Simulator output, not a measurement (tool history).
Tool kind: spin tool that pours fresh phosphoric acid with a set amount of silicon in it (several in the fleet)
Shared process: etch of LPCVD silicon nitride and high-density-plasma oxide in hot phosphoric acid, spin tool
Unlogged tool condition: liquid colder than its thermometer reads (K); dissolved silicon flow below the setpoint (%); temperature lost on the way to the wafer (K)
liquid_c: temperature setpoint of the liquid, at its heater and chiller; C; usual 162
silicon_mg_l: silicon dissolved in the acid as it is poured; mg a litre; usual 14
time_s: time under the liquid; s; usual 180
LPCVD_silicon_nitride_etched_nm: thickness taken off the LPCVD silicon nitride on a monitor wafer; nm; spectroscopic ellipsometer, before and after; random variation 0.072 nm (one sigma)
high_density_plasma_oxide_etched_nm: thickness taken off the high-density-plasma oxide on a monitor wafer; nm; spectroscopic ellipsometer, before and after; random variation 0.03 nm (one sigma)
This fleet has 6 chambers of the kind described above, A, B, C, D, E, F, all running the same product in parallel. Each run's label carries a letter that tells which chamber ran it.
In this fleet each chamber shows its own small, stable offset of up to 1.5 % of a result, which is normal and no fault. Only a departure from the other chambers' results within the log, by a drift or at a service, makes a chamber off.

run	hour	liquid_c	silicon_mg_l	time_s	hours since the thermometer was replaced	hours since the dissolved silicon flow meter was replaced	hours since the heated supply line was repaired	read-back film thickness of the LPCVD silicon nitride reference wafer, read on the same gauge (nm)	read-back film thickness of the high-density-plasma oxide reference wafer, read on the same gauge (nm)	LPCVD_silicon_nitride_etched_nm	high_density_plasma_oxide_etched_nm
1E	3.2	162	14	180	1701.9	748.5	676.3	30.012	29.976	14.971	0.63194
2B	6.3	162	14	180	1195.6	712.7	1280.3	30.037	30.019	14.881	0.61369
3F	11.1	162	14	180	2234.1	734.1	2719.3	30.011	30.026	14.95	0.63981
4C	15.8	162	14	180	262.5	349.3	837	30.036	30.008	14.918	0.63236
5A	21.8	162	14	180	2165	428.1	65.5	29.971	29.976	14.897	0.62959
# hour 22.3: chamber C: heated supply line repaired
6D	26.4	162	14	180	2259.4	358.6	1583.8	29.982	29.975	14.889	0.58511
7F	30.3	162	14	180	2253.3	753.3	2738.5	29.97	29.986	14.894	0.61018
8E	35	162	14	180	1733.7	780.3	708.1	29.992	30.009	14.819	0.59466
9C	39.6	162	14	180	286.3	373.1	17.4	29.992	30.008	14.955	0.58
10B	43.4	162	14	180	1232.7	749.8	1317.4	29.979	29.989	14.775	0.61847
11A	48.7	162	14	180	2191.9	455	92.4	29.992	30.011	14.738	0.63926
12D	54.6	162	14	180	2287.6	386.8	1612	30.054	30.014	14.819	0.65828
13D	58.8	162	14	180	2291.8	391	1616.2	29.93	29.955	14.932	0.61676
14F	62.7	162	14	180	2285.7	785.7	2770.9	30.024	29.979	15.027	0.59371
15A	67	162	14	180	2210.2	473.3	110.7	30.022	29.961	14.705	0.61443
16E	72.1	165	14	145	1770.8	817.4	745.2	29.949	29.994	13.271	0.59896
17C	75.3	165	14	145	322	408.8	53.1	29.998	30.017	13.348	0.63186
18B	80	165	14	145	1269.3	786.4	1354	29.99	29.982	13.146	0.64259
19D	84	165	14	145	2317	416.2	1641.4	29.981	30.029	13.271	0.62188
20B	87	165	14	145	1276.3	793.4	1361	29.957	29.978	13.113	0.67207
21F	90.3	165	14	145	2313.3	813.3	2798.5	29.967	30.031	13.326	0.61699
# hour 92.5: chamber A: thermometer replaced
22E	93.7	162	14	180	1792.4	839	766.8	29.996	29.991	14.915	0.63719
23C	96.7	162	14	180	343.4	430.2	74.5	30.02	30.012	14.933	0.64945
24A	99.8	162	14	180	7.4	506.1	143.5	30.021	29.992	14.861	0.61919
25D	105.7	162	7	180	2338.7	437.9	1663.1	29.994	30.023	14.998	0.78304
26E	108.7	162	7	180	1807.4	854	781.8	30.018	29.992	14.833	0.74183
27C	114.4	162	7	180	361.1	447.9	92.2	29.957	29.976	14.94	0.65843
28A	118.1	162	7	180	25.7	524.4	161.8	30.022	29.982	14.893	0.79953
29F	121.1	162	7	180	2344.1	844.1	2829.3	30.033	29.998	14.952	0.75688
30B	127.1	162	7	180	1316.4	833.5	1401.1	30.009	29.992	14.761	0.72293
31C	130.6	162	14	180	377.3	464.1	108.4	30.027	30.03	15.061	0.64004
32D	136.5	162	14	180	2369.5	468.7	1693.9	30.027	30.007	14.924	0.64194
33F	141.4	162	14	180	2364.4	864.4	2849.6	30.005	30.027	14.928	0.61109
34E	144.5	162	14	180	1843.2	889.8	817.6	29.976	30	14.922	0.60829
35A	149.1	162	14	180	56.7	555.4	192.8	29.963	29.999	14.718	0.6594
36B	153	162	14	180	1342.3	859.4	1427	29.983	30.013	14.847	0.60578
37B	156.9	162	14	180	1346.2	863.3	1430.9	29.971	29.987	14.771	0.59407

Next, every chamber runs the same settings. What will each give?
38A	161.2	164.5	14	180						?	?
38B	161.2	164.5	14	180						?	?
38C	161.2	164.5	14	180						?	?
38D	161.2	164.5	14	180						?	?
38E	161.2	164.5	14	180						?	?
38F	161.2	164.5	14	180						?	?

run	LPCVD_silicon_nitride_etched_nm	high_density_plasma_oxide_etched_nm
38A	16.109	0.80408
38B	15.918	0.76898
38C	16.272	0.72601
38D	16.233	0.74449
38E	16.09	0.69631
38F	16.302	0.72831

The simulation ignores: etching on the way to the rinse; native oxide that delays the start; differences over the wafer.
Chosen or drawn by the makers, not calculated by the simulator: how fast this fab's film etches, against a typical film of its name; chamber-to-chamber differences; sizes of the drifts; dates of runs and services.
